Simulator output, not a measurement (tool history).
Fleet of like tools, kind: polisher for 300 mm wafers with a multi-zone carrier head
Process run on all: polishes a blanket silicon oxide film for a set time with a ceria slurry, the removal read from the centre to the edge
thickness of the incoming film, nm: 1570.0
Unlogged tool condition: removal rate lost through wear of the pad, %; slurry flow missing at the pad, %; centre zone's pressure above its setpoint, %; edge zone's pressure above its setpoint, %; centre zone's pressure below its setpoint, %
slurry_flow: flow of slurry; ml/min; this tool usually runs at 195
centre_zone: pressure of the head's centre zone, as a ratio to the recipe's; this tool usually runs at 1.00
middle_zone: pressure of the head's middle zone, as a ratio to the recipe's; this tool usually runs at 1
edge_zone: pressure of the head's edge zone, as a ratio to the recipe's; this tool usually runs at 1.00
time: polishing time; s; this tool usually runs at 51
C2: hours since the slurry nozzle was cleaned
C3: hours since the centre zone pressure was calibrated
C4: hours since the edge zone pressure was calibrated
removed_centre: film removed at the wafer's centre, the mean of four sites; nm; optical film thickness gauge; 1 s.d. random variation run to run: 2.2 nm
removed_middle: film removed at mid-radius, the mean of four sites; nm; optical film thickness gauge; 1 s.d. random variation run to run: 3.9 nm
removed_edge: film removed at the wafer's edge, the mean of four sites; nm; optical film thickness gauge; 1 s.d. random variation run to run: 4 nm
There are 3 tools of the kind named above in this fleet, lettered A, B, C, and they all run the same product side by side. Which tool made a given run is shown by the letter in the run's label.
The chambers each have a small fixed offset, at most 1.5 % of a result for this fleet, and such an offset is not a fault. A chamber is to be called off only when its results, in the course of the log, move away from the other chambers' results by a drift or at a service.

run 1A hour=11.2 | slurry_flow=195 centre_zone=1.00 middle_zone=1 edge_zone=1.00 time=51 | wafers_polished_on_this_pad=464 C2=108.6 C3=169.7 C4=906.9 | removed_centre=273.32 removed_middle=277.47 removed_edge=275.71
run 2B hour=21.6 | slurry_flow=195 centre_zone=1.00 middle_zone=1 edge_zone=1.00 time=51 | wafers_polished_on_this_pad=180 C2=136.6 C3=238.8 C4=339.2 | removed_centre=268.22 removed_middle=275.38 removed_edge=272.08
run 3C hour=27.8 | slurry_flow=195 centre_zone=1.00 middle_zone=1 edge_zone=1.00 time=51 | wafers_polished_on_this_pad=378 C2=107.4 C3=434.3 C4=423.9 | removed_centre=276.16 removed_middle=282.22 removed_edge=273.23
-- hour=37.3 chamber C: edge zone pressure recalibrated
run 4A hour=38.5 | slurry_flow=195 centre_zone=1.00 middle_zone=1 edge_zone=1.00 time=51 | wafers_polished_on_this_pad=634 C2=135.9 C3=197.0 C4=934.2 | removed_centre=277.81 removed_middle=267.23 removed_edge=266.83
-- hour=43.3 chamber A: edge zone pressure recalibrated
run 5C hour=47.0 | slurry_flow=195 centre_zone=1.00 middle_zone=1 edge_zone=1.11 time=51 | wafers_polished_on_this_pad=498 C2=126.6 C3=453.5 C4=9.7 | removed_centre=273.43 removed_middle=277.27 removed_edge=294.48
run 6B hour=56.8 | slurry_flow=195 centre_zone=1.00 middle_zone=1 edge_zone=1.11 time=51 | wafers_polished_on_this_pad=400 C2=171.8 C3=274.0 C4=374.4 | removed_centre=272.66 removed_middle=269.08 removed_edge=285.88
run 7B hour=66.8 | slurry_flow=195 centre_zone=1.00 middle_zone=1 edge_zone=1.11 time=51 | wafers_polished_on_this_pad=463 C2=181.8 C3=284.0 C4=384.4 | removed_centre=266.16 removed_middle=270.33 removed_edge=292.16
-- hour=72.6 chamber C: worn pad replaced by a new one
run 8C hour=76.5 | slurry_flow=195 centre_zone=1.00 middle_zone=1 edge_zone=1.00 time=51 | wafers_polished_on_this_pad=24 C2=156.1 C3=483.0 C4=39.2 | removed_centre=273.39 removed_middle=273.77 removed_edge=272.69
run 9A hour=86.0 | slurry_flow=255 centre_zone=1.06 middle_zone=1 edge_zone=1.00 time=51 | wafers_polished_on_this_pad=931 C2=183.4 C3=244.5 C4=42.8 | removed_centre=300.18 removed_middle=284.76 removed_edge=276.26
-- hour=95.2 chamber B: worn pad replaced by a new one
run 10A hour=97.8 | slurry_flow=255 centre_zone=1.06 middle_zone=1 edge_zone=1.00 time=51 | wafers_polished_on_this_pad=1005 C2=195.2 C3=256.3 C4=54.6 | removed_centre=304.22 removed_middle=276.64 removed_edge=276.16
run 11B hour=103.0 | slurry_flow=255 centre_zone=1.06 middle_zone=1 edge_zone=1.00 time=51 | wafers_polished_on_this_pad=49 C2=218.0 C3=320.2 C4=420.6 | removed_centre=292.00 removed_middle=274.08 removed_edge=274.75
run 12C hour=114.2 | slurry_flow=195 centre_zone=1.00 middle_zone=1 edge_zone=1.00 time=61 | wafers_polished_on_this_pad=260 C2=193.8 C3=520.7 C4=76.9 | removed_centre=329.88 removed_middle=329.76 removed_edge=325.17
run 13C hour=119.7 | slurry_flow=195 centre_zone=1.00 middle_zone=1 edge_zone=1.00 time=61 | wafers_polished_on_this_pad=294 C2=199.3 C3=526.2 C4=82.4 | removed_centre=327.84 removed_middle=325.24 removed_edge=331.93
run 14A hour=127.6 | slurry_flow=195 centre_zone=1.00 middle_zone=1 edge_zone=1.00 time=61 | wafers_polished_on_this_pad=1191 C2=225.0 C3=286.1 C4=84.4 | removed_centre=328.98 removed_middle=331.39 removed_edge=319.48
run 15B hour=135.4 | slurry_flow=195 centre_zone=1.00 middle_zone=1 edge_zone=1.00 time=51 | wafers_polished_on_this_pad=251 C2=250.4 C3=352.6 C4=453.0 | removed_centre=255.17 removed_middle=272.07 removed_edge=272.68
run 16B hour=142.1 | slurry_flow=195 centre_zone=1.00 middle_zone=1 edge_zone=1.00 time=51 | wafers_polished_on_this_pad=293 C2=257.1 C3=359.3 C4=459.7 | removed_centre=251.62 removed_middle=271.88 removed_edge=270.88
run 17A hour=151.1 | slurry_flow=195 centre_zone=1.00 middle_zone=1 edge_zone=1.00 time=69 | wafers_polished_on_this_pad=1338 C2=248.5 C3=309.6 C4=107.9 | removed_centre=376.82 removed_middle=374.94 removed_edge=356.75
run 18C hour=157.1 | slurry_flow=195 centre_zone=1.00 middle_zone=1 edge_zone=1.00 time=69 | wafers_polished_on_this_pad=528 C2=236.7 C3=563.6 C4=119.8 | removed_centre=377.35 removed_middle=368.51 removed_edge=374.21
run 19B hour=164.6 | slurry_flow=195 centre_zone=1.00 middle_zone=1 edge_zone=1.00 time=69 | wafers_polished_on_this_pad=433 C2=279.6 C3=381.8 C4=482.2 | removed_centre=334.43 removed_middle=359.15 removed_edge=368.60
run 20C hour=173.2 | slurry_flow=195 centre_zone=1.00 middle_zone=1 edge_zone=1.00 time=51 | wafers_polished_on_this_pad=629 C2=252.8 C3=579.7 C4=135.9 | removed_centre=272.35 removed_middle=269.19 removed_edge=270.29

Which is it: a chamber that has drifted or been left off by a service, a gauge drift common to all chambers, or only each chamber's usual small offset? If a chamber is off, name it and its likeliest cause.

Little by little, chamber B moves away from the other chambers.
Most likely cause: centre zone's pressure below its setpoint, % = 9.36.

Which of the 4 candidates below, each the usual settings with something changed and its results left as question marks, puts chamber B back in line with what the other chambers give on the usual settings?
Allowed miss from the other chambers' usual-settings mean, per result, to count as in line: removed_centre 7.50 nm; removed_middle 14.00 nm; removed_edge 14.00 nm
run 21B-1 hour=181.7 | slurry_flow=195 centre_zone=1.03 middle_zone=0.99 edge_zone=0.99 time=51 | removed_centre=? removed_middle=? removed_edge=?
run 21B-2 hour=181.7 | slurry_flow=195 centre_zone=0.97 middle_zone=1.01 edge_zone=1.01 time=51 | removed_centre=? removed_middle=? removed_edge=?
run 21B-3 hour=181.7 | slurry_flow=200 centre_zone=1.08 middle_zone=0.98 edge_zone=0.98 time=52 | removed_centre=? removed_middle=? removed_edge=?
run 21B-4 hour=181.7 | slurry_flow=190 centre_zone=0.92 middle_zone=1.02 edge_zone=1.02 time=50 | removed_centre=? removed_middle=? removed_edge=?

What the other chambers average on the usual settings: removed_centre 273.76 nm; removed_middle 273.50 nm; removed_edge 273.32 nm
run=21B-1 removed_centre=253.12 removed_middle=270.19 removed_edge=269.87
run=21B-2 removed_centre=237.13 removed_middle=275.21 removed_edge=272.68
run=21B-3 removed_centre=272.82 removed_middle=273.93 removed_edge=274.49
run=21B-4 removed_centre=218.44 removed_middle=271.23 removed_edge=267.93
The right change is 21B-3: it brings the chamber back within the allowed miss of the others.
